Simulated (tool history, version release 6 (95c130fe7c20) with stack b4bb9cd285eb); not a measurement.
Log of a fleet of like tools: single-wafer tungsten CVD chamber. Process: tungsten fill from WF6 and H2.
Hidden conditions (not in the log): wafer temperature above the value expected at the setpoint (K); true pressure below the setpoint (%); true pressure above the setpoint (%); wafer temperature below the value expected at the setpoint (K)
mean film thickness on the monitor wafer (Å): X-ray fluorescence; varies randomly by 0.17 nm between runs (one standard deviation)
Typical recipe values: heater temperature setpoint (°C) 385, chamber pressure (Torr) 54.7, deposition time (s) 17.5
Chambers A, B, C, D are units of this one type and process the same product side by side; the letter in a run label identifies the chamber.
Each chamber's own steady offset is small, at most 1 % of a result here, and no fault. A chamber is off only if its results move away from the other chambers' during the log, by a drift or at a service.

run    day  heater temperature setpoint (°C)  chamber pressure (Torr)  deposition time (s)  hours since the last thermocouple change  hours since the last manometer calibration  read-back reference wafer on the same gauge, thickness_nm  mean film thickness on the monitor wafer (Å)
 1B  0.088                               385                     54.7                 17.5                                       804                                       358.6                                                     40.615                                        507.67
 2A  0.229                               385                     54.7                 17.5                                     940.8                                      1830.8                                                      40.61                                        500.05
 3C  0.408                               385                     54.7                 17.5                                       616                                      1274.1                                                     40.609                                        499.79
 4D  0.525                               385                     54.7                 17.5                                     572.9                                       741.9                                                     40.598                                        503.71
 5D   0.65                               385                     54.7                 17.5                                     575.9                                       744.9                                                     40.576                                        501.75
 6B  0.779                               385                     54.7                 16.3                                     820.6                                       375.2                                                     40.628                                        471.51
 7A  0.967                               385                     54.7                 16.3                                     958.5                                      1848.5                                                     40.594                                        466.34
 8C  1.054                               385                     54.7                 16.3                                     631.5                                      1289.6                                                      40.63                                        465.94
 9D   1.15                               385                     54.7                 16.3                                     587.9                                       756.9                                                     40.575                                        468.78
10B  1.342                               385                     54.7                 17.5                                     834.1                                       388.7                                                     40.625                                         505.6
11A  1.525                               385                     54.7                 17.5                                     971.9                                      1861.9                                                     40.613                                        501.54
12C  1.662                               385                     54.7                 17.5                                     646.1                                      1304.2                                                     40.609                                        498.48
13A  1.762                               385                     54.7                 17.5                                     977.6                                      1867.6                                                     40.615                                        503.74
14D  1.904                               396                     54.7                 20.8                                       606                                         775                                                     40.587                                        739.99
15C  2.075                               396                     54.7                 20.8                                       656                                      1314.1                                                     40.612                                        741.74
16B  2.158                               396                     54.7                 20.8                                     853.7                                       408.3                                                     40.594                                        746.14
     2.238  -- chamber A: capacitance manometer re-zeroed and calibrated
17A  2.271                               396                     54.7                 20.8                                     989.8                                         0.8                                                     40.573                                        715.03
18D  2.388                               385                     54.7                 17.5                                     617.6                                       786.6                                                     40.596                                        505.43
19C  2.512                               385                     54.7                 17.5                                     666.5                                      1324.6                                                     40.592                                        499.79
20B  2.683                               375                     54.7                 17.5                                     866.3                                       420.9                                                     40.606                                        417.61
21A  2.854                               375                     54.7                 17.5                                    1003.8                                        14.8                                                     40.586                                        401.89
22B  3.012                               375                     54.7                 17.5                                     874.2                                       428.8                                                     40.597                                         416.6
23D  3.096                               375                     54.7                 17.5                                     634.6                                       803.6                                                     40.593                                        411.98
24C  3.258                               385                     54.7                 17.5                                     684.4                                      1342.5                                                     40.622                                        497.78
25C  3.429                               385                     54.7                 17.5                                     688.5                                      1346.6                                                     40.581                                         501.5
26B  3.604                               385                     54.7                 17.5                                     888.4                                         443                                                     40.615                                        506.43
27A  3.704                               385                     54.7                 17.5                                    1024.2                                        35.2                                                     40.621                                        486.79
28D  3.825                               393                     41.9                 17.5                                     652.1                                       821.1                                                      40.62                                        521.11
29A  3.962                               393                     41.9                 17.5                                    1030.4                                        41.4                                                     40.561                                        505.05
30B  4.071                               393                     41.9                 17.5                                     899.6                                       454.2                                                     40.576                                        524.25
31D  4.254                               393                     41.9                 17.5                                     662.4                                       831.4                                                     40.613                                        521.03
32C  4.392                               385                     54.7                 17.5                                     711.6                                      1369.7                                                     40.569                                        501.87
33C  4.512                               385                     54.7                 17.5                                     714.5                                      1372.6                                                     40.595                                        499.16

Next, every chamber runs the same settings. What will each give?
34A  4.65                               385                     54.7                 17.5                                                                                                                                                                                              ?
34B  4.65                               385                     54.7                 17.5                                                                                                                                                                                              ?
34C  4.65                               385                     54.7                 17.5                                                                                                                                                                                              ?
34D  4.65                               385                     54.7                 17.5                                                                                                                                                                                              ?

run  mean film thickness on the monitor wafer (Å)
34A                                        488.36
34B                                        509.09
34C                                        499.42
34D                                        503.13
